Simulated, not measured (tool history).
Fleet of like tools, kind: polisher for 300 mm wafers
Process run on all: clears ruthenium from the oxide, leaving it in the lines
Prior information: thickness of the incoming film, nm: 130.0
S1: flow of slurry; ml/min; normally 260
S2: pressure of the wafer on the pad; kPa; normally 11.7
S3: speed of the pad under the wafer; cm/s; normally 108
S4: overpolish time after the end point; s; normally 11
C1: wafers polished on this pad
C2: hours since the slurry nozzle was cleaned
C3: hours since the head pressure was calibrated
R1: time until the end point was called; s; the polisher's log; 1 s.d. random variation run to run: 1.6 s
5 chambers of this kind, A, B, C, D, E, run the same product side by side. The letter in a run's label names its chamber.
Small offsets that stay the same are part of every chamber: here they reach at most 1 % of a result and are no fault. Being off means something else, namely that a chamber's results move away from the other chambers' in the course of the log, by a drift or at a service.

Run 1B, day 0.262: usual settings; C1 461; C2 123.1; C3 617.8. Result: R1 135.27 s.
Run 2A, day 0.404: usual settings; C1 115; C2 557.6; C3 23.8. Result: R1 132.67 s.
Run 3E, day 0.688: usual settings; C1 1183; C2 123.9; C3 287.6. Result: R1 133.91 s.
Run 4D, day 0.883: usual settings; C1 988; C2 363.0; C3 982.9. Result: R1 133.22 s.
Run 5C, day 1.154: usual settings but S1 220 ml/min, S2 9.7 kPa; C1 269; C2 38.4; C3 74.7. Result: R1 166.07 s.
At day 1.338: chamber B: worn pad replaced by a new one.
Run 6B, day 1.367: usual settings but S1 220 ml/min, S2 9.7 kPa; C1 6; C2 149.6; C3 644.3. Result: R1 163.58 s.
At day 1.475: chamber E: worn pad replaced by a new one.
Run 7C, day 1.642: usual settings but S1 220 ml/min, S2 9.7 kPa; C1 377; C2 50.1; C3 86.4. Result: R1 168.21 s.
Run 8A, day 1.846: usual settings but S1 220 ml/min, S2 9.7 kPa; C1 434; C2 592.2; C3 58.4. Result: R1 162.98 s.
Run 9D, day 2.017: usual settings but S1 220 ml/min, S2 9.7 kPa; C1 1239; C2 390.2; C3 1010.1. Result: R1 166.52 s.
Run 10E, day 2.208: usual settings; C1 163; C2 160.4; C3 324.1. Result: R1 134.18 s.
Run 11E, day 2.496: usual settings; C1 226; C2 167.3; C3 331.0. Result: R1 132.44 s.
Run 12C, day 2.783: usual settings but S2 14.5 kPa; C1 630; C2 77.5; C3 113.8. Result: R1 108.52 s.
Run 13D, day 2.929: usual settings but S2 14.5 kPa; C1 1441; C2 412.1; C3 1032.0. Result: R1 107.49 s.
At day 2.992: chamber C: worn pad replaced by a new one.
Run 14B, day 3.058: usual settings but S2 14.5 kPa; C1 381; C2 190.2; C3 684.9. Result: R1 107.59 s.
Run 15A, day 3.296: usual settings but S2 14.5 kPa; C1 755; C2 627.0; C3 93.2. Result: R1 108.64 s.
At day 3.433: chamber A: worn pad replaced by a new one.
At day 3.454: chamber D: worn pad replaced by a new one.
Run 16E, day 3.550: usual settings but S2 14.5 kPa; C1 460; C2 192.6; C3 356.3. Result: R1 107.01 s.
Run 17D, day 3.842: usual settings; C1 86; C2 434.0; C3 1053.9. Result: R1 133.11 s.
At day 3.871: chamber B: worn pad replaced by a new one.
At day 3.971: chamber D: slurry nozzle cleaned.
At day 4.012: chamber D: head pressure recalibrated.
Run 18C, day 4.096: usual settings; C1 245; C2 109.0; C3 145.3. Result: R1 134.03 s.
Run 19B, day 4.325: usual settings; C1 101; C2 220.6; C3 715.3. Result: R1 136.16 s.
Run 20A, day 4.454: usual settings; C1 226; C2 654.8; C3 121.0. Result: R1 129.95 s.
Run 21C, day 4.738: usual settings; C1 387; C2 124.4; C3 160.7. Result: R1 136.51 s.
Run 22B, day 4.942: usual settings; C1 237; C2 235.4; C3 730.1. Result: R1 137.73 s.
Run 23A, day 5.108: usual settings but S2 13.8 kPa; C1 371; C2 670.5; C3 136.7. Result: R1 113.32 s.
Run 24D, day 5.275: usual settings but S2 13.8 kPa; C1 404; C2 31.4; C3 30.4. Result: R1 114.89 s.
Run 25E, day 5.558: usual settings but S2 13.8 kPa; C1 905; C2 240.8; C3 404.5. Result: R1 111.66 s.
Run 26B, day 5.838: usual settings but S2 13.8 kPa; C1 436; C2 256.9; C3 751.6. Result: R1 123.50 s.
At day 6.046: chamber C: worn pad replaced by a new one.
Run 27A, day 6.054: usual settings but S2 13.8 kPa; C1 581; C2 693.2; C3 159.4. Result: R1 111.64 s.
Run 28D, day 6.279: usual settings; C1 626; C2 55.5; C3 54.5. Result: R1 130.70 s.
Run 29C, day 6.467: usual settings; C1 93; C2 165.9; C3 202.2. Result: R1 131.76 s.
At day 6.533: chamber E: slurry nozzle cleaned.
Run 30E, day 6.592: usual settings; C1 1133; C2 1.5; C3 429.3. Result: R1 133.17 s.
At day 6.771: chamber B: worn pad replaced by a new one.
Run 31A, day 6.792: usual settings; C1 744; C2 710.9; C3 177.1. Result: R1 133.26 s.
At day 6.908: chamber A: worn pad replaced by a new one.
Run 32D, day 6.988: usual settings; C1 783; C2 72.5; C3 71.5. Result: R1 134.64 s.
At day 7.058: chamber E: worn pad replaced by a new one.
Run 33E, day 7.167: usual settings; C1 24; C2 15.3; C3 443.1. Result: R1 135.48 s.
Run 34B, day 7.383: usual settings; C1 136; C2 294.0; C3 788.7. Result: R1 144.20 s.
Run 35C, day 7.575: usual settings; C1 338; C2 192.5; C3 228.8. Result: R1 134.37 s.
Run 36B, day 7.775: usual settings; C1 223; C2 303.4; C3 798.1. Result: R1 146.22 s.
Run 37D, day 8.038: usual settings; C1 1015; C2 97.7; C3 96.7. Result: R1 132.40 s.
Run 38C, day 8.312: usual settings but S3 134 cm/s; C1 502; C2 210.2; C3 246.5. Result: R1 108.60 s.
Run 39E, day 8.554: usual settings but S3 134 cm/s; C1 332; C2 48.6; C3 476.4. Result: R1 106.97 s.
Run 40A, day 8.729: usual settings but S3 134 cm/s; C1 403; C2 757.4; C3 223.6. Result: R1 106.21 s.

Has any chamber moved away from the others, gradually or after a service, or does the common gauge drift, or do the chambers differ only by their own small steady offsets? State the chamber and the most likely cause if one applies.

Chamber B drifts away from the others.
What lies behind it: head's pressure below its setpoint, % = 12.1.

Chamber B could run next with any of the 4 candidate recipes listed below; each alters the usual settings, and their results appear as question marks. Which one brings its results back in line with what the other chambers deliver on the usual settings?
In line means no further than this from the other chambers' mean on the usual settings: R1 5.50 s
Run 41B-1, day 8.938: usual settings but S1 265 ml/min, S2 13.1 kPa, S3 124 cm/s. Result: R1 ?.
Run 41B-2, day 8.938: usual settings but S1 255 ml/min, S2 10.3 kPa. Result: R1 ?.
Run 41B-3, day 8.938: usual settings but S1 255 ml/min, S2 9.0 kPa. Result: R1 ?.
Run 41B-4, day 8.938: usual settings but S2 12.4 kPa, S3 114 cm/s. Result: R1 ?.

The mean the other chambers reach with the usual settings: R1 133.23 s
  run      R1
41B-1  117.52
41B-2  171.20
41B-3  197.21
41B-4  135.13
The answer is 41B-4, which returns the chamber to within the allowed miss of the others.

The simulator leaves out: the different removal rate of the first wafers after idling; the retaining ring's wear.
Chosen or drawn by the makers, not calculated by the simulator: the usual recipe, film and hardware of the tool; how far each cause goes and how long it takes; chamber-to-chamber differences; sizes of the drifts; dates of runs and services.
